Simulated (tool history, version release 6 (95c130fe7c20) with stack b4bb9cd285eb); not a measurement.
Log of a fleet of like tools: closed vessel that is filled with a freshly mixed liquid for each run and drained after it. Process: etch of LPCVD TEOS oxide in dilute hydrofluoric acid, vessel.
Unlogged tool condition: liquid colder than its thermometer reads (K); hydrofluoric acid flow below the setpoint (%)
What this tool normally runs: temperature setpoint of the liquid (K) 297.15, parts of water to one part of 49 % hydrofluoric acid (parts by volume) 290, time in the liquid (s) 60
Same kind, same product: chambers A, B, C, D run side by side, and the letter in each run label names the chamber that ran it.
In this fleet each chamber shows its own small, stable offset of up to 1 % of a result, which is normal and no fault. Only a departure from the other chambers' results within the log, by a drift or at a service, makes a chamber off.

run   hour  temperature setpoint of the liquid (K)  parts of water to one part of 49 % hydrofluoric acid (parts by volume)  time in the liquid (s)  hours since the thermometer was replaced  hours since the hydrofluoric acid flow meter was replaced  read-back film thickness of the LPCVD TEOS oxide reference wafer, read on the same gauge (nm)  thickness taken off the LPCVD TEOS oxide on a monitor wafer (Å)
 1C   15.7                                  297.15                                                                     290                      60                                     729.3                                                      341.0                                                                                         130.01                                                           94.231
 2D   22.5                                  297.15                                                                     290                      60                                     982.1                                                      372.8                                                                                         130.00                                                           94.214
 3B   32.8                                  297.15                                                                     290                      60                                    1465.0                                                      289.5                                                                                         129.94                                                           93.585
 4A   46.8                                  297.15                                                                     290                      60                                    1361.1                                                      342.1                                                                                         129.98                                                           94.096
 5D   61.2                                  297.15                                                                     290                      60                                    1020.8                                                      411.5                                                                                         129.99                                                           95.661
 6A   69.8                                  297.15                                                                     290                      60                                    1384.1                                                      365.1                                                                                         129.96                                                           93.725
 7C   85.5                                  297.15                                                                     290                      60                                     799.1                                                      410.8                                                                                         130.00                                                           93.905
 8B   95.6                                  297.15                                                                     290                      60                                    1527.8                                                      352.3                                                                                         130.02                                                           95.437
 9B  104.7                                  297.15                                                                     290                      60                                    1536.9                                                      361.4                                                                                         129.99                                                           94.569
10A  114.2                                  297.15                                                                     290                      60                                    1428.5                                                      409.5                                                                                         129.97                                                           93.877
11D  123.4                                  297.15                                                                     290                      60                                    1083.0                                                      473.7                                                                                         130.00                                                           95.462
12C  137.2                                  297.15                                                                     290                      60                                     850.8                                                      462.5                                                                                         129.93                                                           93.415
     141.8  -- chamber D: thermometer replaced
13B  149.5                                  297.15                                                                     290                      60                                    1581.7                                                      406.2                                                                                         130.05                                                           94.425
14A  161.4                                  301.65                                                                     290                      60                                    1475.7                                                      456.7                                                                                         129.99                                                          108.190
15D  169.8                                  301.65                                                                     290                      60                                      28.0                                                      520.1                                                                                         129.95                                                          109.960
16C  180.7                                  301.65                                                                     290                      60                                     894.3                                                      506.0                                                                                         130.07                                                          110.450
17C  193.1                                  301.65                                                                     290                      60                                     906.7                                                      518.4                                                                                         130.03                                                          109.650
18D  208.8                                  297.15                                                                     290                      60                                      67.0                                                      559.1                                                                                         130.00                                                           93.542
19B  224.5                                  297.15                                                                     290                      60                                    1656.7                                                      481.2                                                                                         130.01                                                           95.325
20A  239.5                                  297.15                                                                     290                      60                                    1553.8                                                      534.8                                                                                         129.96                                                           94.747
21C  251.2                                  297.15                                                                     290                      60                                     964.8                                                      576.5                                                                                         129.93                                                           93.335
22A  265.5                                  297.15                                                                     290                      60                                    1579.8                                                      560.8                                                                                         129.96                                                           93.976
23D  274.2                                  297.15                                                                     290                      60                                     132.4                                                      624.5                                                                                         129.97                                                           93.474
24B  289.3                                  297.15                                                                     290                      60                                    1721.5                                                      546.0                                                                                         129.99                                                           95.080

All chambers now run identical settings, listed one chamber a line with results as question marks. What results will each chamber show?
25A  300.7                                  297.15                                                                     290                      60                                                                                                                                                                                                                                                                    ?
25B  300.7                                  297.15                                                                     290                      60                                                                                                                                                                                                                                                                    ?
25C  300.7                                  297.15                                                                     290                      60                                                                                                                                                                                                                                                                    ?
25D  300.7                                  297.15                                                                     290                      60                                                                                                                                                                                                                                                                    ?

run  thickness taken off the LPCVD TEOS oxide on a monitor wafer (Å)
25A                                                           95.013
25B                                                           94.440
25C                                                           93.737
25D                                                           94.286
